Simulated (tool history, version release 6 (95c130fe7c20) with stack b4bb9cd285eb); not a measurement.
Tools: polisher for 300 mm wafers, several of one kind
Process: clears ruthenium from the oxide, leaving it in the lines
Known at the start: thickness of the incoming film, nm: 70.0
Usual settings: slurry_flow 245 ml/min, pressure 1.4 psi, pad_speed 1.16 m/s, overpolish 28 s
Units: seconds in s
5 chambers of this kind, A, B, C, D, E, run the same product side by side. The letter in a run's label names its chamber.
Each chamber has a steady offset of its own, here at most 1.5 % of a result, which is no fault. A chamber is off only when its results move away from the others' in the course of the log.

-- hour=5.8 chamber D: head pressure recalibrated
run 1C hour=7.6 | slurry_flow=245 pressure=1.4 pad_speed=1.16 overpolish=28 | seconds=73.06
-- hour=11.7 chamber A: head pressure recalibrated
-- hour=13.9 chamber E: worn pad replaced by a new one
run 2E hour=18.3 | slurry_flow=245 pressure=1.4 pad_speed=1.16 overpolish=28 | seconds=74.626
run 3D hour=31.5 | slurry_flow=245 pressure=1.4 pad_speed=1.16 overpolish=28 | seconds=74.878
-- hour=31.6 chamber D: worn pad replaced by a new one
run 4B hour=38.4 | slurry_flow=245 pressure=1.4 pad_speed=1.16 overpolish=28 | seconds=74.179
-- hour=41.6 chamber B: worn pad replaced by a new one
run 5A hour=51.5 | slurry_flow=245 pressure=1.4 pad_speed=1.16 overpolish=28 | seconds=75.599
run 6E hour=62.8 | slurry_flow=245 pressure=1.4 pad_speed=1.16 overpolish=28 | seconds=74.082
-- hour=67.5 chamber C: worn pad replaced by a new one
run 7A hour=71.3 | slurry_flow=245 pressure=1.4 pad_speed=1.16 overpolish=28 | seconds=74.987
-- hour=71.9 chamber A: worn pad replaced by a new one
run 8C hour=80 | slurry_flow=245 pressure=1.4 pad_speed=1.16 overpolish=28 | seconds=73.533
-- hour=85.7 chamber E: worn pad replaced by a new one
run 9D hour=87.1 | slurry_flow=245 pressure=1.4 pad_speed=1.16 overpolish=28 | seconds=74.399
-- hour=95 chamber E: head pressure recalibrated
run 10B hour=99.9 | slurry_flow=180 pressure=1.4 pad_speed=1.16 overpolish=41 | seconds=76.9
run 11E hour=106.3 | slurry_flow=180 pressure=1.4 pad_speed=1.16 overpolish=41 | seconds=78.689
run 12D hour=119.3 | slurry_flow=180 pressure=1.4 pad_speed=1.16 overpolish=41 | seconds=78.322
run 13A hour=125.3 | slurry_flow=180 pressure=1.4 pad_speed=1.16 overpolish=41 | seconds=80.004
-- hour=133.1 chamber B: slurry nozzle cleaned
run 14B hour=136.5 | slurry_flow=180 pressure=1.4 pad_speed=1.16 overpolish=41 | seconds=76.912
run 15C hour=146.3 | slurry_flow=245 pressure=1.4 pad_speed=1.16 overpolish=28 | seconds=73.919
-- hour=152.5 chamber C: worn pad replaced by a new one
-- hour=152.9 chamber A: worn pad replaced by a new one
-- hour=155.1 chamber D: worn pad replaced by a new one
run 16D hour=155.5 | slurry_flow=245 pressure=1.4 pad_speed=1.16 overpolish=28 | seconds=74.842
-- hour=157.8 chamber C: head pressure recalibrated
run 17A hour=165.7 | slurry_flow=245 pressure=1.4 pad_speed=1.16 overpolish=28 | seconds=74.715
-- hour=171.8 chamber E: worn pad replaced by a new one
run 18E hour=174.3 | slurry_flow=245 pressure=1.4 pad_speed=1.16 overpolish=28 | seconds=74.011
run 19C hour=185.4 | slurry_flow=245 pressure=1.4 pad_speed=1.16 overpolish=28 | seconds=73.112
run 20B hour=195.9 | slurry_flow=275 pressure=1.6 pad_speed=1.16 overpolish=28 | seconds=64.31
-- hour=200.5 chamber B: worn pad replaced by a new one
run 21A hour=209.2 | slurry_flow=275 pressure=1.6 pad_speed=1.16 overpolish=28 | seconds=64.73
run 22C hour=220.1 | slurry_flow=275 pressure=1.6 pad_speed=1.16 overpolish=28 | seconds=64.327
run 23D hour=229 | slurry_flow=275 pressure=1.6 pad_speed=1.16 overpolish=28 | seconds=63.374
-- hour=231.6 chamber B: head pressure recalibrated
-- hour=233.3 chamber A: worn pad replaced by a new one
run 24B hour=239.1 | slurry_flow=275 pressure=1.6 pad_speed=1.16 overpolish=28 | seconds=64.712
-- hour=239.3 chamber C: worn pad replaced by a new one
run 25E hour=249.3 | slurry_flow=245 pressure=1.6 pad_speed=1.16 overpolish=33 | seconds=63.885
-- hour=256.9 chamber E: worn pad replaced by a new one
run 26D hour=259.6 | slurry_flow=245 pressure=1.6 pad_speed=1.16 overpolish=33 | seconds=65.259
-- hour=260 chamber D: worn pad replaced by a new one
run 27C hour=272 | slurry_flow=245 pressure=1.6 pad_speed=1.16 overpolish=33 | seconds=64.416
run 28A hour=283.3 | slurry_flow=245 pressure=1.6 pad_speed=1.16 overpolish=33 | seconds=66.158
run 29B hour=295.2 | slurry_flow=245 pressure=1.6 pad_speed=1.16 overpolish=33 | seconds=65.603
run 30E hour=304.5 | slurry_flow=245 pressure=1.4 pad_speed=1.16 overpolish=28 | seconds=72.867
run 31E hour=317.2 | slurry_flow=245 pressure=1.2 pad_speed=1.16 overpolish=28 | seconds=87.67
run 32C hour=326.6 | slurry_flow=245 pressure=1.2 pad_speed=1.16 overpolish=28 | seconds=86.076
-- hour=328.2 chamber A: worn pad replaced by a new one
-- hour=330.9 chamber E: worn pad replaced by a new one
-- hour=333.7 chamber C: worn pad replaced by a new one
-- hour=334.1 chamber E: slurry nozzle cleaned
run 33D hour=335.2 | slurry_flow=245 pressure=1.2 pad_speed=1.16 overpolish=28 | seconds=88.068
run 34B hour=343.8 | slurry_flow=245 pressure=1.2 pad_speed=1.16 overpolish=28 | seconds=86.885
-- hour=354.1 chamber B: worn pad replaced by a new one
run 35A hour=356.6 | slurry_flow=245 pressure=1.2 pad_speed=1.16 overpolish=28 | seconds=87.465
run 36A hour=365.6 | slurry_flow=245 pressure=1.2 pad_speed=1.16 overpolish=13 | seconds=88.982
-- hour=369.5 chamber D: slurry nozzle cleaned
run 37C hour=372.1 | slurry_flow=245 pressure=1.2 pad_speed=1.16 overpolish=13 | seconds=86.774
-- hour=379.8 chamber D: worn pad replaced by a new one
run 38B hour=383.6 | slurry_flow=245 pressure=1.2 pad_speed=1.16 overpolish=13 | seconds=87.374
run 39D hour=396 | slurry_flow=245 pressure=1.2 pad_speed=1.16 overpolish=13 | seconds=88.36
run 40E hour=405.5 | slurry_flow=245 pressure=1.2 pad_speed=1.16 overpolish=13 | seconds=88.634
run 41D hour=417.4 | slurry_flow=245 pressure=1.4 pad_speed=1.16 overpolish=28 | seconds=75.686

What goes on in this fleet: one chamber off, a drifting gauge, or nothing beyond the chambers' own small offsets? Name the chamber and the cause, if any.

No chamber stands off beyond its own small offset, and the gauge holds steady.
